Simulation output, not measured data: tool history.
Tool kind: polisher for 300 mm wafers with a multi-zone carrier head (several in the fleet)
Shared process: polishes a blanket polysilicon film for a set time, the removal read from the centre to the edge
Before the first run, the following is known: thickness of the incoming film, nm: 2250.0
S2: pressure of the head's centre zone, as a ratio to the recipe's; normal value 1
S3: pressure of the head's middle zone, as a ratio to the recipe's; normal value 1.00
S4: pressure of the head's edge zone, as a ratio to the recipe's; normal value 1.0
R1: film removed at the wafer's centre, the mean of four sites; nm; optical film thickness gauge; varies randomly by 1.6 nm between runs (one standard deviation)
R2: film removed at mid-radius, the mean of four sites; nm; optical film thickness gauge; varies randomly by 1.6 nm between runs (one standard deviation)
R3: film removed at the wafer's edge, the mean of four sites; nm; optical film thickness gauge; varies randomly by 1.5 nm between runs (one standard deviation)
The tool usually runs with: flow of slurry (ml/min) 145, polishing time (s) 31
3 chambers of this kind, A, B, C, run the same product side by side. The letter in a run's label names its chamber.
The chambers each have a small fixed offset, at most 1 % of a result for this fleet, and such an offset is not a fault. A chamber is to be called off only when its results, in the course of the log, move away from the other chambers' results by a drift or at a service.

Run 1C, day 0.275: usual settings. Result: R1 138.16 nm, R2 140.93 nm, R3 140.51 nm.
At day 0.383: chamber A: worn pad replaced by a new one.
Run 2A, day 0.571: usual settings. Result: R1 141.00 nm, R2 137.64 nm, R3 141.76 nm.
Run 3B, day 0.800: usual settings. Result: R1 142.45 nm, R2 140.45 nm, R3 142.24 nm.
Run 4A, day 1.017: usual settings. Result: R1 142.85 nm, R2 143.51 nm, R3 138.46 nm.
Run 5B, day 1.229: usual settings. Result: R1 141.28 nm, R2 140.50 nm, R3 138.97 nm.
At day 1.342: chamber B: worn pad replaced by a new one.
Run 6C, day 1.538: usual settings. Result: R1 139.98 nm, R2 140.28 nm, R3 138.96 nm.
At day 1.746: chamber C: worn pad replaced by a new one.
Run 7B, day 1.833: usual settings but S3 1.05. Result: R1 141.60 nm, R2 148.40 nm, R3 142.60 nm.
Run 8A, day 2.179: usual settings but S3 1.05. Result: R1 144.05 nm, R2 145.47 nm, R3 141.53 nm.
Run 9C, day 2.542: usual settings but S3 1.05. Result: R1 138.73 nm, R2 145.61 nm, R3 139.41 nm.
Run 10A, day 2.775: usual settings. Result: R1 140.20 nm, R2 138.66 nm, R3 137.47 nm.
Run 11C, day 3.042: usual settings. Result: R1 138.15 nm, R2 137.89 nm, R3 142.49 nm.
At day 3.308: chamber B: worn pad replaced by a new one.
Run 12B, day 3.367: usual settings. Result: R1 138.71 nm, R2 141.94 nm, R3 141.42 nm.
At day 3.404: chamber C: worn pad replaced by a new one.
At day 3.604: chamber A: worn pad replaced by a new one.
Run 13B, day 3.667: usual settings. Result: R1 140.12 nm, R2 139.33 nm, R3 138.54 nm.
Run 14A, day 4.017: usual settings. Result: R1 143.49 nm, R2 140.99 nm, R3 140.17 nm.
Run 15C, day 4.317: usual settings. Result: R1 140.04 nm, R2 137.86 nm, R3 140.89 nm.
Run 16B, day 4.629: usual settings. Result: R1 140.05 nm, R2 137.26 nm, R3 136.64 nm.
Run 17C, day 4.842: usual settings but flow of slurry (ml/min) 100. Result: R1 126.45 nm, R2 130.04 nm, R3 130.25 nm.
At day 5.042: chamber B: worn pad replaced by a new one.
Run 18A, day 5.079: usual settings but flow of slurry (ml/min) 100. Result: R1 126.13 nm, R2 129.19 nm, R3 131.63 nm.
At day 5.229: chamber C: worn pad replaced by a new one.
Run 19A, day 5.292: usual settings but flow of slurry (ml/min) 100. Result: R1 128.66 nm, R2 129.85 nm, R3 131.71 nm.
Run 20B, day 5.588: usual settings. Result: R1 138.66 nm, R2 135.05 nm, R3 141.80 nm.
Run 21C, day 5.883: usual settings. Result: R1 139.25 nm, R2 140.52 nm, R3 142.88 nm.
Run 22A, day 6.171: usual settings. Result: R1 137.48 nm, R2 139.92 nm, R3 140.15 nm.
Run 23B, day 6.417: usual settings. Result: R1 133.68 nm, R2 131.94 nm, R3 139.44 nm.
At day 6.496: chamber A: worn pad replaced by a new one.
Run 24C, day 6.646: usual settings. Result: R1 139.85 nm, R2 143.49 nm, R3 141.74 nm.
At day 6.817: chamber B: worn pad replaced by a new one.
Run 25B, day 6.996: usual settings. Result: R1 130.97 nm, R2 135.85 nm, R3 135.97 nm.
At day 7.129: chamber C: worn pad replaced by a new one.
Run 26A, day 7.354: usual settings. Result: R1 142.29 nm, R2 138.25 nm, R3 138.79 nm.
Run 27C, day 7.554: usual settings. Result: R1 139.43 nm, R2 135.63 nm, R3 140.57 nm.
Run 28C, day 7.800: usual settings. Result: R1 137.04 nm, R2 139.22 nm, R3 140.61 nm.
Run 29B, day 8.004: usual settings but S4 0.9, polishing time (s) 35. Result: R1 142.40 nm, R2 146.16 nm, R3 144.93 nm.
At day 8.117: chamber A: centre zone pressure recalibrated.
Run 30A, day 8.362: usual settings but S4 0.9, polishing time (s) 35. Result: R1 156.47 nm, R2 154.59 nm, R3 149.25 nm.
Run 31C, day 8.588: usual settings but S4 0.9, polishing time (s) 35. Result: R1 153.95 nm, R2 156.49 nm, R3 147.81 nm.

Predict what each chamber gives when all 3 of them run the settings below next.
Run 32A, day 8.854: usual settings. Result: R1 ?, R2 ?, R3 ?.
Run 32B, day 8.854: usual settings. Result: R1 ?, R2 ?, R3 ?.
Run 32C, day 8.854: usual settings. Result: R1 ?, R2 ?, R3 ?.

run      R1      R2      R3
32A  140.60  142.19  140.83
32B  128.03  127.93  133.20
32C  137.92  139.50  139.00
